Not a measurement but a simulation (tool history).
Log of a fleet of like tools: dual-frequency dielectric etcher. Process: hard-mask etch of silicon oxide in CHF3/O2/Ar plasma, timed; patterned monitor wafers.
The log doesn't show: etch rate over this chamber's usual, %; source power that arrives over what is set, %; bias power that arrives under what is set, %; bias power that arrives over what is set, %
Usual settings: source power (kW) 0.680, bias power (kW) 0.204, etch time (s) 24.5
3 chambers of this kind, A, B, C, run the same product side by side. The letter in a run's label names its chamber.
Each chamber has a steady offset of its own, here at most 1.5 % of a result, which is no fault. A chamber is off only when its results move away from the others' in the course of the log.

| run | hour | source power (kW) | bias power (kW) | etch time (s) | hours since the last wet clean | hours since the last source power generator calibration | hours since the last bias power generator calibration | read-back reference wafer on the same gauge, depth_nm | mean etch depth across the wafer (nm) |
|---|---|---|---|---|---|---|---|---|---|
| 1C | 9.3 | 0.680 | 0.204 | 24.5 | 635.4 | 16.1 | 1271.7 | 52.707 | 52.363 |
| 2A | 17.8 | 0.680 | 0.204 | 24.5 | 42.9 | 1681.1 | 900.3 | 52.721 | 52.335 |
| 3B | 25.1 | 0.680 | 0.204 | 24.5 | 319.6 | 940.8 | 1045.4 | 52.718 | 53.173 |
|  | 25.2 | chamber C: wet clean of the chamber |
| 4C | 32.4 | 0.680 | 0.204 | 24.5 | 7.2 | 39.2 | 1294.8 | 52.714 | 52.362 |
| 5B | 43.5 | 0.680 | 0.204 | 24.5 | 338.0 | 959.2 | 1063.8 | 52.711 | 53.281 |
| 6A | 57.9 | 0.800 | 0.167 | 24.5 | 83.0 | 1721.2 | 940.4 | 52.737 | 52.194 |
| 7A | 66.5 | 0.800 | 0.167 | 24.5 | 91.6 | 1729.8 | 949.0 | 52.759 | 52.101 |
| 8B | 78.9 | 0.800 | 0.167 | 24.5 | 373.4 | 994.6 | 1099.2 | 52.768 | 53.064 |
| 9C | 93.6 | 0.680 | 0.204 | 24.5 | 68.4 | 100.4 | 1356.0 | 52.766 | 52.479 |
| 10C | 103.7 | 0.680 | 0.204 | 24.5 | 78.5 | 110.5 | 1366.1 | 52.773 | 52.377 |
|  | 105.5 | chamber B: wet clean of the chamber |
| 11B | 116.1 | 0.680 | 0.204 | 24.5 | 10.7 | 1031.8 | 1136.4 | 52.805 | 53.066 |
| 12A | 125.8 | 0.680 | 0.204 | 24.5 | 150.9 | 1789.1 | 1008.3 | 52.802 | 52.487 |
| 13B | 137.6 | 0.680 | 0.204 | 24.5 | 32.2 | 1053.3 | 1157.9 | 52.805 | 53.287 |
| 14C | 145.0 | 0.680 | 0.204 | 24.5 | 119.8 | 151.8 | 1407.4 | 52.811 | 52.456 |
| 15A | 159.7 | 0.610 | 0.204 | 24.5 | 184.8 | 1823.0 | 1042.2 | 52.853 | 50.400 |
| 16C | 172.9 | 0.610 | 0.204 | 24.5 | 147.7 | 179.7 | 1435.3 | 52.854 | 50.392 |
| 17B | 184.8 | 0.610 | 0.204 | 24.5 | 79.4 | 1100.5 | 1205.1 | 52.833 | 51.154 |
| 18A | 199.9 | 0.680 | 0.204 | 24.5 | 225.0 | 1863.2 | 1082.4 | 52.828 | 52.407 |
| 19B | 213.7 | 0.560 | 0.204 | 30.5 | 108.3 | 1129.4 | 1234.0 | 52.852 | 61.767 |
| 20C | 225.0 | 0.560 | 0.204 | 30.5 | 199.8 | 231.8 | 1487.4 | 52.854 | 60.879 |
| 21A | 236.4 | 0.560 | 0.204 | 30.5 | 261.5 | 1899.7 | 1118.9 | 52.883 | 60.581 |
| 22C | 246.0 | 0.680 | 0.175 | 24.5 | 220.8 | 252.8 | 1508.4 | 52.900 | 49.807 |
| 23A | 259.2 | 0.680 | 0.175 | 24.5 | 284.3 | 1922.5 | 1141.7 | 52.907 | 49.866 |
| 24B | 269.1 | 0.680 | 0.175 | 24.5 | 163.7 | 1184.8 | 1289.4 | 52.901 | 50.575 |
| 25A | 279.7 | 0.680 | 0.204 | 24.5 | 304.8 | 1943.0 | 1162.2 | 52.921 | 52.442 |
| 26B | 287.4 | 0.680 | 0.204 | 24.5 | 182.0 | 1203.1 | 1307.7 | 52.916 | 53.592 |
| 27C | 301.8 | 0.680 | 0.204 | 24.5 | 276.6 | 308.6 | 1564.2 | 52.917 | 52.539 |
| 28B | 314.0 | 0.680 | 0.204 | 24.5 | 208.6 | 1229.7 | 1334.3 | 52.956 | 53.503 |
| 29A | 324.1 | 0.680 | 0.204 | 24.5 | 349.2 | 1987.4 | 1206.6 | 52.961 | 52.674 |
| 30C | 332.2 | 0.680 | 0.172 | 24.5 | 307.0 | 339.0 | 1594.6 | 52.940 | 49.660 |
| 31A | 346.7 | 0.680 | 0.172 | 24.5 | 371.8 | 2010.0 | 1229.2 | 52.968 | 49.618 |
|  | 347.9 | chamber A: wet clean of the chamber |
| 32C | 353.6 | 0.680 | 0.172 | 24.5 | 328.4 | 360.4 | 1616.0 | 52.959 | 49.826 |
| 33B | 361.8 | 0.750 | 0.204 | 28.0 | 256.4 | 1277.5 | 1382.1 | 52.978 | 63.366 |
| 34A | 371.2 | 0.750 | 0.204 | 28.0 | 23.3 | 2034.5 | 1253.7 | 52.986 | 62.308 |
| 35B | 384.3 | 0.750 | 0.204 | 28.0 | 278.9 | 1300.0 | 1404.6 | 53.019 | 63.420 |

All 3 chambers run these settings next. Forecast each chamber's results:
| 36A | 395.6 | 0.680 | 0.204 | 24.5 |  |  |  |  | ? |
| 36B | 395.6 | 0.680 | 0.204 | 24.5 |  |  |  |  | ? |
| 36C | 395.6 | 0.680 | 0.204 | 24.5 |  |  |  |  | ? |

| run | mean etch depth across the wafer (nm) |
|---|---|
| 36A | 52.644 |
| 36B | 53.567 |
| 36C | 52.689 |

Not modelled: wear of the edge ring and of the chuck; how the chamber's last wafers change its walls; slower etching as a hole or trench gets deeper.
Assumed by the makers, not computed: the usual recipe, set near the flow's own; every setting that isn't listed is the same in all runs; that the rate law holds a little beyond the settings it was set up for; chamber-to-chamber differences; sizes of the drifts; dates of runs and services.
